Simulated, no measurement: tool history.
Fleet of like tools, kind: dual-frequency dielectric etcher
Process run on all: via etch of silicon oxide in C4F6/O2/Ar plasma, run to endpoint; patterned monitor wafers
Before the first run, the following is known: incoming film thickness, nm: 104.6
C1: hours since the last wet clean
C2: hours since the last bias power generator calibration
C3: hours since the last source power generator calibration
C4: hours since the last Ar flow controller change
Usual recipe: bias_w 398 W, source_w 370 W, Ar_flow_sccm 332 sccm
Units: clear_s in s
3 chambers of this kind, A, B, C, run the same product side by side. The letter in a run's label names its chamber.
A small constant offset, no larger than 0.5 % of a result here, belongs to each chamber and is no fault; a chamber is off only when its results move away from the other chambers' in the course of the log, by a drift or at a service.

run 1A day=0.275 | bias_w=398 source_w=370 Ar_flow_sccm=332 | C1=144.6 C2=1895 C3=1457.5 C4=1555.8 | clear_s=26.198
run 2B day=0.462 | bias_w=398 source_w=370 Ar_flow_sccm=332 | C1=57.2 C2=4058 C3=4474.4 C4=2520.8 | clear_s=26.096
run 3C day=0.654 | bias_w=398 source_w=370 Ar_flow_sccm=332 | C1=176.4 C2=374 C3=974.2 C4=484.5 | clear_s=26.184
run 4C day=0.796 | bias_w=398 source_w=370 Ar_flow_sccm=332 | C1=179.8 C2=377.4 C3=977.6 C4=487.9 | clear_s=26.146
run 5B day=0.921 | bias_w=398 source_w=370 Ar_flow_sccm=332 | C1=68.2 C2=4069 C3=4485.4 C4=2531.8 | clear_s=26.205
run 6A day=1.171 | bias_w=398 source_w=370 Ar_flow_sccm=332 | C1=166.1 C2=1916.5 C3=1479 C4=1577.3 | clear_s=26.202
-- day=1.292 chamber A: bias power generator calibrated
run 7C day=1.321 | bias_w=398 source_w=370 Ar_flow_sccm=332 | C1=192.4 C2=390 C3=990.2 C4=500.5 | clear_s=26.103
run 8A day=1.538 | bias_w=398 source_w=370 Ar_flow_sccm=332 | C1=174.9 C2=6 C3=1487.8 C4=1586.1 | clear_s=26.17
run 9B day=1.708 | bias_w=398 source_w=370 Ar_flow_sccm=332 | C1=87.1 C2=4087.9 C3=4504.3 C4=2550.7 | clear_s=26.272
run 10C day=1.9 | bias_w=398 source_w=370 Ar_flow_sccm=332 | C1=206.3 C2=403.9 C3=1004.1 C4=514.4 | clear_s=26.087
run 11B day=2.146 | bias_w=398 source_w=370 Ar_flow_sccm=332 | C1=97.6 C2=4098.4 C3=4514.8 C4=2561.2 | clear_s=25.996
run 12A day=2.329 | bias_w=398 source_w=370 Ar_flow_sccm=332 | C1=193.9 C2=25 C3=1506.8 C4=1605.1 | clear_s=26.142
run 13C day=2.592 | bias_w=398 source_w=370 Ar_flow_sccm=332 | C1=222.9 C2=420.5 C3=1020.7 C4=531 | clear_s=26.065
run 14A day=2.808 | bias_w=398 source_w=370 Ar_flow_sccm=332 | C1=205.4 C2=36.5 C3=1518.3 C4=1616.6 | clear_s=26.139
run 15B day=3.054 | bias_w=398 source_w=370 Ar_flow_sccm=332 | C1=119.4 C2=4120.2 C3=4536.6 C4=2583 | clear_s=26.317
run 16B day=3.258 | bias_w=398 source_w=370 Ar_flow_sccm=332 | C1=124.3 C2=4125.1 C3=4541.5 C4=2587.9 | clear_s=26.111
run 17C day=3.383 | bias_w=398 source_w=370 Ar_flow_sccm=332 | C1=241.9 C2=439.5 C3=1039.7 C4=550 | clear_s=26.175
run 18A day=3.617 | bias_w=398 source_w=370 Ar_flow_sccm=332 | C1=224.8 C2=55.9 C3=1537.7 C4=1636 | clear_s=26.143
run 19A day=3.821 | bias_w=398 source_w=370 Ar_flow_sccm=332 | C1=229.7 C2=60.8 C3=1542.6 C4=1640.9 | clear_s=26.144
run 20B day=4.042 | bias_w=398 source_w=290 Ar_flow_sccm=373 | C1=143.1 C2=4143.9 C3=4560.3 C4=2606.7 | clear_s=29.106

Each of the 3 chambers runs these same settings next. Fill in every chamber's results:
run 21A day=4.242 | bias_w=398 source_w=370 Ar_flow_sccm=332 | clear_s=?
run 21B day=4.242 | bias_w=398 source_w=370 Ar_flow_sccm=332 | clear_s=?
run 21C day=4.242 | bias_w=398 source_w=370 Ar_flow_sccm=332 | clear_s=?

run=21A clear_s=26.263
run=21B clear_s=26.371
run=21C clear_s=26.316
